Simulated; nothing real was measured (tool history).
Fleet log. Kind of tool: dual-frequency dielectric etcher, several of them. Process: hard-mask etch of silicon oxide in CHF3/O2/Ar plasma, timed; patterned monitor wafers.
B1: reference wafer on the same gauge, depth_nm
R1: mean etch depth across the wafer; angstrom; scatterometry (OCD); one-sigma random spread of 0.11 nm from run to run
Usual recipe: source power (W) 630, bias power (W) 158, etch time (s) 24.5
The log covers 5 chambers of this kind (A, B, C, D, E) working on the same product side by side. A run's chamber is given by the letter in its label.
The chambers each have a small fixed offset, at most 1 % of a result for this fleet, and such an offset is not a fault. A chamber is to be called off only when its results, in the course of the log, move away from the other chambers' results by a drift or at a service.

run 1C hour=5 | source_power_(W)=630 bias_power_(W)=158 etch_time_(s)=24.5 | B1=41.223 | R1=470.65
run 2B hour=11.6 | source_power_(W)=630 bias_power_(W)=158 etch_time_(s)=24.5 | B1=41.192 | R1=474.77
run 3E hour=18.7 | source_power_(W)=630 bias_power_(W)=158 etch_time_(s)=24.5 | B1=41.206 | R1=470.02
run 4D hour=24.3 | source_power_(W)=630 bias_power_(W)=158 etch_time_(s)=24.5 | B1=41.226 | R1=471.88
run 5A hour=28.3 | source_power_(W)=630 bias_power_(W)=158 etch_time_(s)=24.5 | B1=41.197 | R1=470.85
run 6B hour=34.2 | source_power_(W)=630 bias_power_(W)=140 etch_time_(s)=24.5 | B1=41.193 | R1=458.29
run 7A hour=42.3 | source_power_(W)=630 bias_power_(W)=140 etch_time_(s)=24.5 | B1=41.191 | R1=452.23
run 8D hour=49.5 | source_power_(W)=630 bias_power_(W)=140 etch_time_(s)=24.5 | B1=41.203 | R1=454.42
run 9E hour=55 | source_power_(W)=630 bias_power_(W)=140 etch_time_(s)=24.5 | B1=41.228 | R1=452.85
run 10C hour=63.3 | source_power_(W)=630 bias_power_(W)=140 etch_time_(s)=24.5 | B1=41.213 | R1=455.05
run 11E hour=70.7 | source_power_(W)=630 bias_power_(W)=158 etch_time_(s)=24.5 | B1=41.208 | R1=470.13
run 12A hour=77.3 | source_power_(W)=630 bias_power_(W)=158 etch_time_(s)=24.5 | B1=41.202 | R1=470.48
run 13C hour=84.6 | source_power_(W)=630 bias_power_(W)=158 etch_time_(s)=24.5 | B1=41.199 | R1=472.55
-- hour=88 chamber A: wet clean of the chamber
run 14D hour=93 | source_power_(W)=770 bias_power_(W)=188 etch_time_(s)=24.5 | B1=41.191 | R1=539.7
run 15B hour=97.3 | source_power_(W)=770 bias_power_(W)=188 etch_time_(s)=24.5 | B1=41.187 | R1=545.73
run 16D hour=103.5 | source_power_(W)=770 bias_power_(W)=188 etch_time_(s)=24.5 | B1=41.224 | R1=538.59
run 17B hour=108.1 | source_power_(W)=770 bias_power_(W)=188 etch_time_(s)=24.5 | B1=41.198 | R1=545.11
run 18C hour=112.2 | source_power_(W)=770 bias_power_(W)=188 etch_time_(s)=24.5 | B1=41.212 | R1=535.75
-- hour=112.9 chamber E: wet clean of the chamber
run 19E hour=119.5 | source_power_(W)=630 bias_power_(W)=158 etch_time_(s)=24.5 | B1=41.178 | R1=471.88
run 20A hour=123.6 | source_power_(W)=630 bias_power_(W)=158 etch_time_(s)=24.5 | B1=41.205 | R1=470.13
run 21D hour=131.2 | source_power_(W)=630 bias_power_(W)=158 etch_time_(s)=24.5 | B1=41.184 | R1=469.43
run 22A hour=137.9 | source_power_(W)=630 bias_power_(W)=158 etch_time_(s)=24.5 | B1=41.191 | R1=472.14
run 23E hour=141.7 | source_power_(W)=630 bias_power_(W)=158 etch_time_(s)=24.5 | B1=41.207 | R1=469.2
run 24B hour=148.6 | source_power_(W)=630 bias_power_(W)=158 etch_time_(s)=24.5 | B1=41.234 | R1=476.79
run 25C hour=152.4 | source_power_(W)=630 bias_power_(W)=158 etch_time_(s)=24.5 | B1=41.191 | R1=469.55
run 26E hour=157.4 | source_power_(W)=630 bias_power_(W)=158 etch_time_(s)=24.5 | B1=41.18 | R1=469.98
run 27C hour=164.3 | source_power_(W)=630 bias_power_(W)=158 etch_time_(s)=24.5 | B1=41.2 | R1=469.17
run 28D hour=168.8 | source_power_(W)=630 bias_power_(W)=158 etch_time_(s)=24.5 | B1=41.207 | R1=470.96
run 29A hour=174.5 | source_power_(W)=630 bias_power_(W)=158 etch_time_(s)=24.5 | B1=41.206 | R1=470.28
run 30B hour=180 | source_power_(W)=630 bias_power_(W)=158 etch_time_(s)=24.5 | B1=41.206 | R1=477.01
run 31B hour=187.4 | source_power_(W)=630 bias_power_(W)=158 etch_time_(s)=24.5 | B1=41.2 | R1=475
run 32A hour=192.6 | source_power_(W)=540 bias_power_(W)=158 etch_time_(s)=24.5 | B1=41.23 | R1=444.75
run 33E hour=200.6 | source_power_(W)=540 bias_power_(W)=158 etch_time_(s)=24.5 | B1=41.199 | R1=443.36
run 34D hour=208.8 | source_power_(W)=540 bias_power_(W)=158 etch_time_(s)=24.5 | B1=41.209 | R1=444.24
run 35C hour=216.6 | source_power_(W)=540 bias_power_(W)=158 etch_time_(s)=24.5 | B1=41.198 | R1=444.04

Which is it: a chamber that has drifted or been left off by a service, a gauge drift common to all chambers, or only each chamber's usual small offset? If a chamber is off, name it and its likeliest cause.

No chamber stands off beyond its own small offset, and the gauge holds steady.
